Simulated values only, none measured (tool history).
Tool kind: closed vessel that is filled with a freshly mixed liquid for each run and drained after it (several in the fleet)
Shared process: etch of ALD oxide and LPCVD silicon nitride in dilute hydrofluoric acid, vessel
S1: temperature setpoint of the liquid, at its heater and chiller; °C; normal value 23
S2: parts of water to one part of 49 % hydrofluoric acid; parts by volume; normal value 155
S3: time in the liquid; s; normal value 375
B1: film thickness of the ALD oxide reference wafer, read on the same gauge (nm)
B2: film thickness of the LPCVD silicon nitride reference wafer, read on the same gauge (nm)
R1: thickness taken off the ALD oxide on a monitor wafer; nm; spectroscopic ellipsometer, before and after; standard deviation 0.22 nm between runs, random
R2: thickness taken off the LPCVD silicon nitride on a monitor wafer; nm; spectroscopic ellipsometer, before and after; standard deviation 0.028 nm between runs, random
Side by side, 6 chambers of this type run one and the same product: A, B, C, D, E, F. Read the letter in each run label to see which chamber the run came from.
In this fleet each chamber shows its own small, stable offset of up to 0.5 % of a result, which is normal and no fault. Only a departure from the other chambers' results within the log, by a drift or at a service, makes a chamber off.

| run | day | S1 | S2 | S3 | B1 | B2 | R1 | R2 |
|---|---|---|---|---|---|---|---|---|
| 1E | 0.646 | 23 | 155 | 375 | 120.01 | 69.988 | 58.758 | 1.2281 |
| 2B | 1.05 | 23 | 155 | 375 | 120.01 | 70.04 | 58.25 | 1.2458 |
| 3F | 1.542 | 23 | 155 | 375 | 119.95 | 69.967 | 58.289 | 1.2686 |
| 4D | 1.862 | 23 | 155 | 375 | 120.01 | 69.993 | 58.118 | 1.2598 |
|  | 1.896 | chamber A: hydrofluoric acid flow meter replaced |
| 5C | 2.167 | 23 | 155 | 375 | 120.01 | 69.976 | 58.539 | 1.2499 |
| 6A | 2.604 | 23 | 155 | 375 | 119.96 | 70.014 | 57.874 | 1.2447 |
| 7E | 3.212 | 23 | 155 | 375 | 119.98 | 70.005 | 57.998 | 1.2298 |
| 8C | 3.721 | 23 | 155 | 375 | 120 | 69.995 | 58.442 | 1.2463 |
| 9B | 4.088 | 23 | 155 | 375 | 119.99 | 70.013 | 58.726 | 1.242 |
| 10F | 4.412 | 23 | 155 | 375 | 120.01 | 70.008 | 58.097 | 1.2647 |
| 11A | 4.783 | 23 | 155 | 375 | 119.98 | 69.994 | 58.605 | 1.2268 |
| 12D | 5.367 | 25.5 | 155 | 180 | 120.02 | 70.014 | 30.819 | 0.71035 |
|  | 5.562 | chamber F: hydrofluoric acid flow meter replaced |
| 13E | 6.021 | 25.5 | 155 | 180 | 120 | 69.971 | 30.878 | 0.67205 |
| 14A | 6.371 | 25.5 | 155 | 180 | 120.01 | 69.997 | 30.819 | 0.69776 |
| 15C | 6.75 | 25.5 | 155 | 180 | 119.98 | 69.994 | 30.833 | 0.70066 |
| 16F | 7.067 | 25.5 | 155 | 180 | 119.98 | 70.011 | 30.74 | 0.69277 |
| 17D | 7.579 | 25.5 | 155 | 180 | 120.03 | 69.988 | 30.722 | 0.67911 |
| 18B | 8.008 | 23 | 155 | 375 | 119.97 | 70.004 | 58.577 | 1.2806 |
| 19C | 8.575 | 23 | 155 | 235 | 120.03 | 69.999 | 36.707 | 0.74661 |
| 20D | 9.162 | 23 | 155 | 235 | 120.03 | 69.968 | 36.324 | 0.7804 |
| 21A | 9.683 | 23 | 155 | 235 | 120.04 | 70.005 | 36.582 | 0.77203 |
| 22F | 10.342 | 23 | 155 | 235 | 119.98 | 70.022 | 36.69 | 0.82712 |
|  | 10.588 | chamber A: thermometer replaced |
| 23B | 10.896 | 23 | 155 | 235 | 119.99 | 69.999 | 36.849 | 0.7816 |
| 24E | 11.208 | 23 | 155 | 235 | 120.01 | 70.023 | 36.717 | 0.77557 |
| 25D | 11.558 | 23 | 155 | 375 | 120 | 69.987 | 58.136 | 1.247 |
| 26E | 11.875 | 23 | 155 | 375 | 119.96 | 70.001 | 58.613 | 1.225 |
|  | 12.062 | chamber F: thermometer replaced |
| 27B | 12.221 | 23 | 155 | 215 | 119.97 | 69.974 | 33.7 | 0.71526 |
| 28C | 12.646 | 23 | 155 | 215 | 119.98 | 69.998 | 33.463 | 0.69859 |
| 29A | 13.262 | 23 | 155 | 215 | 120.02 | 69.973 | 33.566 | 0.69717 |
| 30F | 13.625 | 23 | 155 | 215 | 120.03 | 70.025 | 33.576 | 0.71729 |
| 31B | 14.312 | 23 | 155 | 215 | 120.01 | 69.982 | 33.407 | 0.71324 |
| 32F | 14.646 | 23 | 155 | 215 | 119.99 | 69.999 | 33.146 | 0.69787 |
|  | 14.729 | chamber C: thermometer replaced |
| 33D | 15.142 | 21.5 | 155 | 375 | 120 | 70.014 | 54.319 | 1.1135 |
| 34E | 15.788 | 21.5 | 155 | 375 | 119.96 | 69.99 | 55.435 | 1.0968 |
| 35C | 16.338 | 21.5 | 155 | 375 | 120.03 | 70.032 | 55.144 | 1.1792 |
| 36A | 16.725 | 21.5 | 155 | 375 | 119.99 | 70.041 | 54.813 | 1.1483 |
| 37B | 17.233 | 21.5 | 155 | 375 | 119.97 | 70.044 | 55.572 | 1.1384 |
| 38A | 17.692 | 21.5 | 155 | 375 | 120.01 | 70.002 | 54.56 | 1.0773 |
| 39E | 18.004 | 23 | 195 | 375 | 120.01 | 70.006 | 44.993 | 0.97095 |
| 40D | 18.633 | 23 | 195 | 375 | 120.04 | 70.003 | 44.331 | 0.93486 |
| 41F | 18.933 | 23 | 195 | 375 | 119.99 | 69.971 | 44.158 | 0.95791 |

Next, every chamber runs the same settings. What will each give?
| 42A | 19.429 | 23 | 155 | 285 |  |  | ? | ? |
| 42B | 19.429 | 23 | 155 | 285 |  |  | ? | ? |
| 42C | 19.429 | 23 | 155 | 285 |  |  | ? | ? |
| 42D | 19.429 | 23 | 155 | 285 |  |  | ? | ? |
| 42E | 19.429 | 23 | 155 | 285 |  |  | ? | ? |
| 42F | 19.429 | 23 | 155 | 285 |  |  | ? | ? |

| run | R1 | R2 |
|---|---|---|
| 42A | 44.359 | 0.95743 |
| 42B | 44.742 | 0.94278 |
| 42C | 44.372 | 0.98608 |
| 42D | 44.497 | 0.96335 |
| 42E | 44.438 | 0.9547 |
| 42F | 44.363 | 0.90725 |
